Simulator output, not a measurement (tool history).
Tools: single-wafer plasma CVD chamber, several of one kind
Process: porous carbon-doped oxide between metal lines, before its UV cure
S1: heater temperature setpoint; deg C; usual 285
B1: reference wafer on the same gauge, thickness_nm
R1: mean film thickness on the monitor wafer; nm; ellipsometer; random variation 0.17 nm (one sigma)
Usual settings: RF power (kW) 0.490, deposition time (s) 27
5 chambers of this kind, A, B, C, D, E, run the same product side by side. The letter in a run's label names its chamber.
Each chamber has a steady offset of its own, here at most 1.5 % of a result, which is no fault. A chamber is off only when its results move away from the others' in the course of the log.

Run 1D, day 0.492: usual settings; B1 162.04. Result: R1 159.68 nm.
Run 2A, day 0.871: usual settings; B1 162.02. Result: R1 157.56 nm.
Run 3B, day 1.121: usual settings; B1 162.05. Result: R1 158.09 nm.
Run 4C, day 1.625: usual settings; B1 162.08. Result: R1 158.52 nm.
Run 5E, day 2.062: usual settings; B1 162.13. Result: R1 158.10 nm.
Run 6B, day 2.533: usual settings; B1 162.16. Result: R1 158.12 nm.
Run 7A, day 2.808: usual settings; B1 162.22. Result: R1 157.37 nm.
Run 8C, day 3.317: usual settings; B1 162.21. Result: R1 158.32 nm.
Run 9D, day 3.617: usual settings; B1 162.27. Result: R1 160.27 nm.
Run 10E, day 3.888: usual settings; B1 162.23. Result: R1 158.28 nm.
Run 11E, day 4.179: usual settings; B1 162.24. Result: R1 158.13 nm.
Run 12D, day 4.446: usual settings but S1 291 deg C, RF power (kW) 0.575; B1 162.25. Result: R1 171.60 nm.
Run 13A, day 4.717: usual settings but S1 291 deg C, RF power (kW) 0.575; B1 162.29. Result: R1 169.10 nm.
Run 14C, day 5.208: usual settings but S1 291 deg C, RF power (kW) 0.575; B1 162.37. Result: R1 169.49 nm.
Run 15B, day 5.496: usual settings but S1 291 deg C, RF power (kW) 0.575; B1 162.32. Result: R1 169.50 nm.
Run 16D, day 5.954: usual settings but S1 291 deg C, RF power (kW) 0.575; B1 162.36. Result: R1 171.64 nm.
Run 17C, day 6.308: usual settings; B1 162.37. Result: R1 158.49 nm.
Run 18E, day 6.571: usual settings; B1 162.46. Result: R1 158.38 nm.
Run 19A, day 6.929: usual settings but S1 293 deg C; B1 162.44. Result: R1 150.08 nm.
Run 20B, day 7.358: usual settings but S1 293 deg C; B1 162.47. Result: R1 150.98 nm.
Run 21E, day 7.775: usual settings but S1 293 deg C; B1 162.48. Result: R1 151.22 nm.
Run 22D, day 8.204: usual settings but S1 293 deg C; B1 162.52. Result: R1 152.91 nm.
Run 23A, day 8.575: usual settings but S1 293 deg C; B1 162.54. Result: R1 150.23 nm.
Run 24C, day 8.925: usual settings but S1 292 deg C; B1 162.56. Result: R1 152.11 nm.
Run 25B, day 9.471: usual settings but S1 292 deg C; B1 162.57. Result: R1 151.77 nm.
Run 26A, day 9.825: usual settings but S1 292 deg C; B1 162.55. Result: R1 151.24 nm.
Run 27B, day 10.204: usual settings but S1 292 deg C; B1 162.66. Result: R1 152.02 nm.
Run 28C, day 10.512: usual settings but S1 292 deg C; B1 162.64. Result: R1 152.11 nm.
Run 29E, day 11.042: usual settings; B1 162.74. Result: R1 158.59 nm.
Run 30D, day 11.304: usual settings; B1 162.70. Result: R1 160.63 nm.

Next, every chamber runs the same settings. What will each give?
Run 31A, day 11.704: usual settings but RF power (kW) 0.450. Result: R1 ?.
Run 31B, day 11.704: usual settings but RF power (kW) 0.450. Result: R1 ?.
Run 31C, day 11.704: usual settings but RF power (kW) 0.450. Result: R1 ?.
Run 31D, day 11.704: usual settings but RF power (kW) 0.450. Result: R1 ?.
Run 31E, day 11.704: usual settings but RF power (kW) 0.450. Result: R1 ?.

run      R1
31A  148.63
31B  149.79
31C  149.78
31D  151.29
31E  149.53

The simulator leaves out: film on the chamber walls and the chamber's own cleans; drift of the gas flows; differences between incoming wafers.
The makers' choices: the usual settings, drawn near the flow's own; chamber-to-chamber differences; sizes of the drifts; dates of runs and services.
